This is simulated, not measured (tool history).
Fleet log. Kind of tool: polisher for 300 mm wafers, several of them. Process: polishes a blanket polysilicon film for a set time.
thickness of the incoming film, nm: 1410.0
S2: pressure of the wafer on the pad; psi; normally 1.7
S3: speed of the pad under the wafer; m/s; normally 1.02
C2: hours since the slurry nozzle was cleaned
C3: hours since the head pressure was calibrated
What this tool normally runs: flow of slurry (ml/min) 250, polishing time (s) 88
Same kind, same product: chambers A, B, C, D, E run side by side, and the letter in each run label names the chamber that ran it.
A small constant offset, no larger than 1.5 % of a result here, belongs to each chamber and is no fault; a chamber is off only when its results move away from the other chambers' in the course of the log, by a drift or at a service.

Run 1C, hour 12.3: usual settings; wafers polished on this pad 576; C2 149.6; C3 610.3. Result: film removed (Å) 4951.
At hour 18.2: chamber A: worn pad replaced by a new one.
Run 2A, hour 26.1: usual settings; wafers polished on this pad 43; C2 247.4; C3 441.8. Result: film removed (Å) 4951.3.
At hour 33.5: chamber C: worn pad replaced by a new one.
Run 3D, hour 33.9: usual settings; wafers polished on this pad 794; C2 445.4; C3 291.7. Result: film removed (Å) 5098.8.
Run 4B, hour 46.8: usual settings; wafers polished on this pad 584; C2 252.8; C3 609.5. Result: film removed (Å) 4896.2.
Run 5E, hour 56.6: usual settings; wafers polished on this pad 518; C2 316.2; C3 1195.5. Result: film removed (Å) 4885.6.
Run 6C, hour 63.5: usual settings but polishing time (s) 64; wafers polished on this pad 165; C2 200.8; C3 661.5. Result: film removed (Å) 3634.9.
Run 7A, hour 70.2: usual settings but polishing time (s) 64; wafers polished on this pad 287; C2 291.5; C3 485.9. Result: film removed (Å) 3669.8.
At hour 71.8: chamber D: worn pad replaced by a new one.
Run 8B, hour 82.3: usual settings but polishing time (s) 64; wafers polished on this pad 780; C2 288.3; C3 645. Result: film removed (Å) 3511.
At hour 85.2: chamber B: worn pad replaced by a new one.
Run 9E, hour 92.7: usual settings but polishing time (s) 64; wafers polished on this pad 717; C2 352.3; C3 1231.6. Result: film removed (Å) 3550.7.
Run 10D, hour 101.9: usual settings but polishing time (s) 64; wafers polished on this pad 166; C2 513.4; C3 359.7. Result: film removed (Å) 3613.1.
At hour 103.9: chamber E: head pressure recalibrated.
Run 11A, hour 111.1: usual settings; wafers polished on this pad 512; C2 332.4; C3 526.8. Result: film removed (Å) 4886.3.
At hour 118.7: chamber D: slurry nozzle cleaned.
Run 12C, hour 122.3: usual settings; wafers polished on this pad 489; C2 259.6; C3 720.3. Result: film removed (Å) 4945.8.
Run 13B, hour 129.8: usual settings; wafers polished on this pad 246; C2 335.8; C3 692.5. Result: film removed (Å) 4926.7.
Run 14E, hour 142.1: usual settings; wafers polished on this pad 989; C2 401.7; C3 38.3. Result: film removed (Å) 4886.5.
At hour 142.4: chamber C: worn pad replaced by a new one.
Run 15D, hour 154.5: usual settings; wafers polished on this pad 456; C2 35.9; C3 412.3. Result: film removed (Å) 5016.5.
Run 16D, hour 164: usual settings but S2 1.4 psi, S3 1.32 m/s; wafers polished on this pad 508; C2 45.4; C3 421.8. Result: film removed (Å) 5442.4.
Run 17A, hour 173.2: usual settings but S2 1.4 psi, S3 1.32 m/s; wafers polished on this pad 855; C2 394.5; C3 588.9. Result: film removed (Å) 5227.
Run 18B, hour 179.7: usual settings but S2 1.4 psi, S3 1.32 m/s; wafers polished on this pad 521; C2 385.7; C3 742.4. Result: film removed (Å) 5240.3.
Run 19E, hour 189.8: usual settings but S2 1.4 psi, S3 1.32 m/s; wafers polished on this pad 1252; C2 449.4; C3 86. Result: film removed (Å) 5265.1.
Run 20C, hour 196.7: usual settings but S2 1.4 psi, S3 1.32 m/s; wafers polished on this pad 299; C2 334; C3 794.7. Result: film removed (Å) 5249.6.
Run 21C, hour 204.4: usual settings but S3 0.76 m/s, polishing time (s) 116; wafers polished on this pad 342; C2 341.7; C3 802.4. Result: film removed (Å) 4835.5.
At hour 209: chamber B: slurry nozzle cleaned.
Run 22A, hour 215.1: usual settings but S3 0.76 m/s, polishing time (s) 116; wafers polished on this pad 1086; C2 436.4; C3 630.8. Result: film removed (Å) 4732.4.
At hour 221.4: chamber D: worn pad replaced by a new one.
Run 23E, hour 223.2: usual settings but S3 0.76 m/s, polishing time (s) 116; wafers polished on this pad 1437; C2 482.8; C3 119.4. Result: film removed (Å) 4799.4.
At hour 228.9: chamber E: worn pad replaced by a new one.
Run 24B, hour 233.8: usual settings but S3 0.76 m/s, polishing time (s) 116; wafers polished on this pad 819; C2 24.8; C3 796.5. Result: film removed (Å) 4864.1.
Run 25D, hour 248.1: usual settings but S3 0.76 m/s, polishing time (s) 116; wafers polished on this pad 147; C2 129.5; C3 505.9. Result: film removed (Å) 4992.1.
At hour 249: chamber A: worn pad replaced by a new one.
Run 26C, hour 256.9: usual settings; wafers polished on this pad 631; C2 394.2; C3 854.9. Result: film removed (Å) 4901.6.
Run 27E, hour 265.5: usual settings but S3 1.26 m/s, polishing time (s) 60; wafers polished on this pad 202; C2 525.1; C3 161.7. Result: film removed (Å) 4180.6.
At hour 266.6: chamber B: worn pad replaced by a new one.
At hour 273.2: chamber C: worn pad replaced by a new one.
Run 28A, hour 273.9: usual settings but S3 1.26 m/s, polishing time (s) 60; wafers polished on this pad 137; C2 495.2; C3 689.6. Result: film removed (Å) 4114.6.
Run 29D, hour 283: usual settings but S3 1.26 m/s, polishing time (s) 60; wafers polished on this pad 339; C2 164.4; C3 540.8. Result: film removed (Å) 4202.8.
Run 30B, hour 296.3: usual settings but S3 1.26 m/s, polishing time (s) 60; wafers polished on this pad 163; C2 87.3; C3 859. Result: film removed (Å) 4125.
Run 31D, hour 309.1: usual settings but S3 1.26 m/s, polishing time (s) 60; wafers polished on this pad 483; C2 190.5; C3 566.9. Result: film removed (Å) 4223.9.
Run 32B, hour 315.7: usual settings; wafers polished on this pad 270; C2 106.7; C3 878.4. Result: film removed (Å) 4917.1.
Run 33E, hour 322: usual settings; wafers polished on this pad 513; C2 581.6; C3 218.2. Result: film removed (Å) 4891.9.
Run 34A, hour 329.3: usual settings; wafers polished on this pad 443; C2 550.6; C3 745. Result: film removed (Å) 4812.8.
Run 35C, hour 343.2: usual settings; wafers polished on this pad 386; C2 480.5; C3 941.2. Result: film removed (Å) 5035.2.
Run 36D, hour 352.3: usual settings; wafers polished on this pad 721; C2 233.7; C3 610.1. Result: film removed (Å) 5111.2.
Run 37E, hour 358.9: usual settings; wafers polished on this pad 717; C2 618.5; C3 255.1. Result: film removed (Å) 4854.4.
Run 38B, hour 368.2: usual settings; wafers polished on this pad 560; C2 159.2; C3 930.9. Result: film removed (Å) 4875.5.

One chamber off, gauge drift, or nothing amiss beyond the chambers' own small offsets? If it is a chamber, which one, and what is the likeliest cause?

Chamber A drifts away from the others.
What lies behind it: slurry flow missing at the pad, % = 40.4.
From this log alone, it may not be told apart from: head's pressure below its setpoint, %.

Chamber A could run next with any of the 4 candidate recipes listed below; each alters the usual settings, and their results appear as question marks. Which one brings its results back in line with what the other chambers deliver on the usual settings?
In line means no further than this from the other chambers' mean on the usual settings: film removed (Å) 210
Run 39A-1, hour 378.5: usual settings but S2 1.8 psi, S3 1.06 m/s, polishing time (s) 92. Result: film removed (Å) ?.
Run 39A-2, hour 378.5: usual settings but polishing time (s) 76. Result: film removed (Å) ?.
Run 39A-3, hour 378.5: usual settings but S3 0.96 m/s. Result: film removed (Å) ?.
Run 39A-4, hour 378.5: usual settings but S3 1.06 m/s, polishing time (s) 91. Result: film removed (Å) ?.

Mean of the other chambers on the usual settings: film removed (Å) 4927.9
  run  film removed (Å)
39A-1            5333.1
39A-2              4002
39A-3            4362.7
39A-4            4978.9
It is 39A-4 that realigns the chamber with its peers.

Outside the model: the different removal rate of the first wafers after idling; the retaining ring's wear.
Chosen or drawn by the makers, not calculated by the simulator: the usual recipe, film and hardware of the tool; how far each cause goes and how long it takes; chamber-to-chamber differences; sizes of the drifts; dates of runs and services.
